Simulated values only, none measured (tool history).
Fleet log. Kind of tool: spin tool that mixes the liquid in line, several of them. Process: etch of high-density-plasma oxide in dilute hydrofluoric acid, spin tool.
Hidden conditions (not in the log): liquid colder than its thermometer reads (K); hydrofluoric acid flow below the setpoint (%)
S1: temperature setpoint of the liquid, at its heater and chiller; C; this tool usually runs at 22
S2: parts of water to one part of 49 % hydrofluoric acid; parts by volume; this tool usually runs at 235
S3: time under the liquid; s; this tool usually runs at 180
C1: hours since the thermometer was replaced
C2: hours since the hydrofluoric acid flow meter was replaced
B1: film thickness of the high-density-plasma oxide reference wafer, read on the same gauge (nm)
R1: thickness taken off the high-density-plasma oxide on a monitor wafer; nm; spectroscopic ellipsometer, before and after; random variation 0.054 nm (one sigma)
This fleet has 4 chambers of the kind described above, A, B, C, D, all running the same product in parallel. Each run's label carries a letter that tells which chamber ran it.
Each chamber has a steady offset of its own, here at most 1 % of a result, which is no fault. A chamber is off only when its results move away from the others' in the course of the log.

run 1B hour=8.3 | S1=22 S2=235 S3=180 | C1=1640.7 C2=664.1 | B1=39.992 | R1=5.4221
run 2D hour=20.9 | S1=22 S2=235 S3=180 | C1=784 C2=555.6 | B1=40.016 | R1=5.4679
run 3C hour=31.5 | S1=22 S2=235 S3=180 | C1=963.7 C2=1119.7 | B1=39.983 | R1=5.3379
run 4A hour=38.3 | S1=22 S2=235 S3=180 | C1=723.5 C2=1169.8 | B1=39.965 | R1=5.3921
run 5A hour=45.3 | S1=22 S2=235 S3=180 | C1=730.5 C2=1176.8 | B1=39.965 | R1=5.492
run 6C hour=52.9 | S1=22 S2=235 S3=180 | C1=985.1 C2=1141.1 | B1=40.016 | R1=5.3526
-- hour=56.8 chamber B: thermometer replaced
run 7D hour=64.9 | S1=22 S2=235 S3=180 | C1=828 C2=599.6 | B1=40.021 | R1=5.3929
run 8B hour=71.7 | S1=22 S2=270 S3=285 | C1=15 C2=727.5 | B1=39.978 | R1=7.177
run 9D hour=83.9 | S1=22 S2=270 S3=285 | C1=847 C2=618.6 | B1=40.02 | R1=7.2522
run 10B hour=96.3 | S1=22 S2=270 S3=285 | C1=39.6 C2=752.1 | B1=40.008 | R1=7.2191
run 11C hour=109.6 | S1=22 S2=270 S3=285 | C1=1041.8 C2=1197.8 | B1=40.038 | R1=7.1229
run 12A hour=116.7 | S1=22 S2=235 S3=180 | C1=801.9 C2=1248.2 | B1=40.008 | R1=5.5366
run 13C hour=128.2 | S1=22 S2=235 S3=180 | C1=1060.4 C2=1216.4 | B1=39.995 | R1=5.3477
-- hour=128.3 chamber A: thermometer replaced
run 14B hour=139.7 | S1=22 S2=130 S3=265 | C1=83 C2=795.5 | B1=39.98 | R1=16.46
run 15D hour=150.6 | S1=22 S2=130 S3=265 | C1=913.7 C2=685.3 | B1=39.997 | R1=15.961
run 16A hour=159.8 | S1=22 S2=130 S3=265 | C1=31.5 C2=1291.3 | B1=40.004 | R1=16.091
run 17A hour=166.7 | S1=22 S2=130 S3=265 | C1=38.4 C2=1298.2 | B1=40.012 | R1=16.289
run 18C hour=177.4 | S1=22 S2=235 S3=180 | C1=1109.6 C2=1265.6 | B1=39.965 | R1=5.3634
run 19D hour=188.3 | S1=22 S2=235 S3=180 | C1=951.4 C2=723 | B1=39.982 | R1=5.3737
run 20B hour=194.8 | S1=22 S2=235 S3=180 | C1=138.1 C2=850.6 | B1=40.041 | R1=5.5646
-- hour=201.7 chamber B: hydrofluoric acid flow meter replaced
run 21A hour=206 | S1=22 S2=235 S3=180 | C1=77.7 C2=1337.5 | B1=40.006 | R1=5.5653
run 22B hour=211.9 | S1=22 S2=190 S3=180 | C1=155.2 C2=10.3 | B1=40.007 | R1=7.1635
run 23D hour=223.1 | S1=22 S2=190 S3=180 | C1=986.2 C2=757.8 | B1=40.01 | R1=6.828
run 24C hour=230.2 | S1=22 S2=190 S3=180 | C1=1162.4 C2=1318.4 | B1=40.008 | R1=6.8436
run 25D hour=241.8 | S1=22 S2=190 S3=180 | C1=1004.9 C2=776.5 | B1=40.009 | R1=6.9536
run 26A hour=252.6 | S1=22 S2=235 S3=180 | C1=124.3 C2=1384.1 | B1=40.03 | R1=5.4756
run 27C hour=264.4 | S1=22 S2=235 S3=180 | C1=1196.6 C2=1352.6 | B1=40.042 | R1=5.3811
run 28B hour=274.4 | S1=22 S2=235 S3=180 | C1=217.7 C2=72.8 | B1=40.03 | R1=5.4786
run 29B hour=284.8 | S1=22 S2=235 S3=180 | C1=228.1 C2=83.2 | B1=40.001 | R1=5.4263
run 30C hour=297.7 | S1=22 S2=235 S3=180 | C1=1229.9 C2=1385.9 | B1=40.025 | R1=5.3631
run 31D hour=310.4 | S1=22 S2=235 S3=255 | C1=1073.5 C2=845.1 | B1=40.009 | R1=7.4351
run 32A hour=318.9 | S1=22 S2=235 S3=255 | C1=190.6 C2=1450.4 | B1=39.984 | R1=7.6927
run 33D hour=327.1 | S1=22 S2=235 S3=255 | C1=1090.2 C2=861.8 | B1=40.005 | R1=7.4514
run 34B hour=339.5 | S1=22 S2=235 S3=255 | C1=282.8 C2=137.9 | B1=40.004 | R1=7.6926
run 35C hour=347 | S1=22 S2=235 S3=180 | C1=1279.2 C2=1435.2 | B1=40.003 | R1=5.3752
run 36A hour=354.9 | S1=22 S2=235 S3=180 | C1=226.6 C2=1486.4 | B1=40.02 | R1=5.3393
-- hour=362.8 chamber C: hydrofluoric acid flow meter replaced
run 37A hour=368.1 | S1=22 S2=235 S3=180 | C1=239.8 C2=1499.6 | B1=39.991 | R1=5.427
run 38C hour=376.6 | S1=22 S2=235 S3=180 | C1=1308.8 C2=13.8 | B1=39.977 | R1=5.3709

Next, every chamber runs the same settings. What will each give?
run 39A hour=386.3 | S1=22 S2=235 S3=245 | R1=?
run 39B hour=386.3 | S1=22 S2=235 S3=245 | R1=?
run 39C hour=386.3 | S1=22 S2=235 S3=245 | R1=?
run 39D hour=386.3 | S1=22 S2=235 S3=245 | R1=?

run=39A R1=7.4455
run=39B R1=7.3815
run=39C R1=7.3322
run=39D R1=7.0721
